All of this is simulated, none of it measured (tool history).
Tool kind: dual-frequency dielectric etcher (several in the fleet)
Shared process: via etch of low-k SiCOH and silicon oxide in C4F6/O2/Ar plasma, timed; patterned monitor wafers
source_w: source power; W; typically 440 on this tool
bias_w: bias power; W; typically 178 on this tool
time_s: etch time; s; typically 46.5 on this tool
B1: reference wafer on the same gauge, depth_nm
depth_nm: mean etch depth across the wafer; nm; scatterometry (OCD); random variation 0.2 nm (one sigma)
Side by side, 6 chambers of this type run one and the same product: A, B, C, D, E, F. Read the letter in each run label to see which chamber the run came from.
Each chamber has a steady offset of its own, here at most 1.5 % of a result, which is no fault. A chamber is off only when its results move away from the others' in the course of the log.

run 1D day=0.208 | source_w=440 bias_w=178 time_s=46.5 | B1=128.98 | depth_nm=125.95
run 2F day=0.45 | source_w=440 bias_w=178 time_s=46.5 | B1=129.01 | depth_nm=125.49
-- day=0.579 chamber C: wet clean of the chamber
run 3A day=0.592 | source_w=440 bias_w=178 time_s=46.5 | B1=128.99 | depth_nm=126.33
run 4E day=0.875 | source_w=440 bias_w=178 time_s=46.5 | B1=128.93 | depth_nm=124.61
run 5B day=1.167 | source_w=440 bias_w=178 time_s=46.5 | B1=128.87 | depth_nm=125.08
run 6C day=1.425 | source_w=440 bias_w=178 time_s=46.5 | B1=128.89 | depth_nm=126.79
run 7C day=1.638 | source_w=440 bias_w=178 time_s=46.5 | B1=128.84 | depth_nm=126.91
run 8E day=1.838 | source_w=440 bias_w=178 time_s=46.5 | B1=128.88 | depth_nm=124.12
run 9F day=2.121 | source_w=440 bias_w=178 time_s=46.5 | B1=128.78 | depth_nm=125.62
run 10A day=2.362 | source_w=480 bias_w=178 time_s=34.5 | B1=128.81 | depth_nm=96.587
run 11B day=2.608 | source_w=480 bias_w=178 time_s=34.5 | B1=128.77 | depth_nm=95.957
-- day=2.721 chamber D: wet clean of the chamber
run 12D day=2.888 | source_w=480 bias_w=178 time_s=34.5 | B1=128.7 | depth_nm=96.693
run 13A day=3.1 | source_w=480 bias_w=178 time_s=34.5 | B1=128.69 | depth_nm=96.676
run 14F day=3.329 | source_w=480 bias_w=178 time_s=34.5 | B1=128.76 | depth_nm=96.196
-- day=3.45 chamber E: wet clean of the chamber
run 15B day=3.588 | source_w=480 bias_w=178 time_s=34.5 | B1=128.71 | depth_nm=95.805
run 16E day=3.892 | source_w=440 bias_w=178 time_s=46.5 | B1=128.71 | depth_nm=124.07
-- day=3.917 chamber A: wet clean of the chamber
run 17D day=4.142 | source_w=440 bias_w=178 time_s=46.5 | B1=128.68 | depth_nm=126.01
run 18C day=4.283 | source_w=440 bias_w=178 time_s=46.5 | B1=128.63 | depth_nm=126.63
-- day=4.296 chamber C: source power generator calibrated
run 19D day=4.55 | source_w=440 bias_w=178 time_s=46.5 | B1=128.63 | depth_nm=126.04
run 20A day=4.758 | source_w=440 bias_w=178 time_s=46.5 | B1=128.55 | depth_nm=125.55
run 21C day=4.958 | source_w=440 bias_w=178 time_s=46.5 | B1=128.58 | depth_nm=126.17
run 22E day=5.146 | source_w=440 bias_w=178 time_s=46.5 | B1=128.56 | depth_nm=124
run 23F day=5.321 | source_w=440 bias_w=178 time_s=46.5 | B1=128.55 | depth_nm=125.14
run 24B day=5.571 | source_w=440 bias_w=178 time_s=46.5 | B1=128.51 | depth_nm=124.59
run 25D day=5.762 | source_w=440 bias_w=178 time_s=46.5 | B1=128.53 | depth_nm=125.4
run 26C day=6.042 | source_w=440 bias_w=178 time_s=46.5 | B1=128.5 | depth_nm=126.37
run 27A day=6.221 | source_w=510 bias_w=178 time_s=46.5 | B1=128.49 | depth_nm=133.31
run 28B day=6.392 | source_w=510 bias_w=178 time_s=46.5 | B1=128.43 | depth_nm=132.25
run 29E day=6.579 | source_w=510 bias_w=178 time_s=46.5 | B1=128.5 | depth_nm=131.25
run 30F day=6.846 | source_w=510 bias_w=178 time_s=46.5 | B1=128.42 | depth_nm=132.1
run 31F day=7.133 | source_w=510 bias_w=178 time_s=46.5 | B1=128.41 | depth_nm=132.53
run 32A day=7.346 | source_w=510 bias_w=178 time_s=46.5 | B1=128.38 | depth_nm=133.32
run 33D day=7.646 | source_w=440 bias_w=178 time_s=46.5 | B1=128.39 | depth_nm=125.6
run 34E day=7.938 | source_w=440 bias_w=178 time_s=46.5 | B1=128.36 | depth_nm=123.63
run 35B day=8.192 | source_w=440 bias_w=203 time_s=55 | B1=128.3 | depth_nm=153.9
run 36C day=8.438 | source_w=440 bias_w=203 time_s=55 | B1=128.31 | depth_nm=155.47
run 37C day=8.675 | source_w=440 bias_w=203 time_s=55 | B1=128.28 | depth_nm=155.6
run 38A day=8.971 | source_w=440 bias_w=203 time_s=55 | B1=128.25 | depth_nm=154.27
run 39F day=9.117 | source_w=440 bias_w=203 time_s=55 | B1=128.28 | depth_nm=153.83
run 40E day=9.275 | source_w=440 bias_w=203 time_s=55 | B1=128.19 | depth_nm=152.82
run 41B day=9.483 | source_w=440 bias_w=178 time_s=46.5 | B1=128.23 | depth_nm=124.58
run 42D day=9.654 | source_w=440 bias_w=178 time_s=46.5 | B1=128.19 | depth_nm=125.35
run 43D day=9.883 | source_w=440 bias_w=178 time_s=46.5 | B1=128.12 | depth_nm=125.3
run 44F day=10.079 | source_w=440 bias_w=178 time_s=46.5 | B1=128.1 | depth_nm=124.77

Read the log: is a single chamber off, either drifting away or since a service, is the gauge that measures every chamber drifting, or is nothing wrong beyond small per-chamber offsets? Name any odd chamber and what most likely caused it.

Gauge drift. The chambers move together only on paper, and none stands off.
Most likely cause: gauge reads low (%) = 0.663.
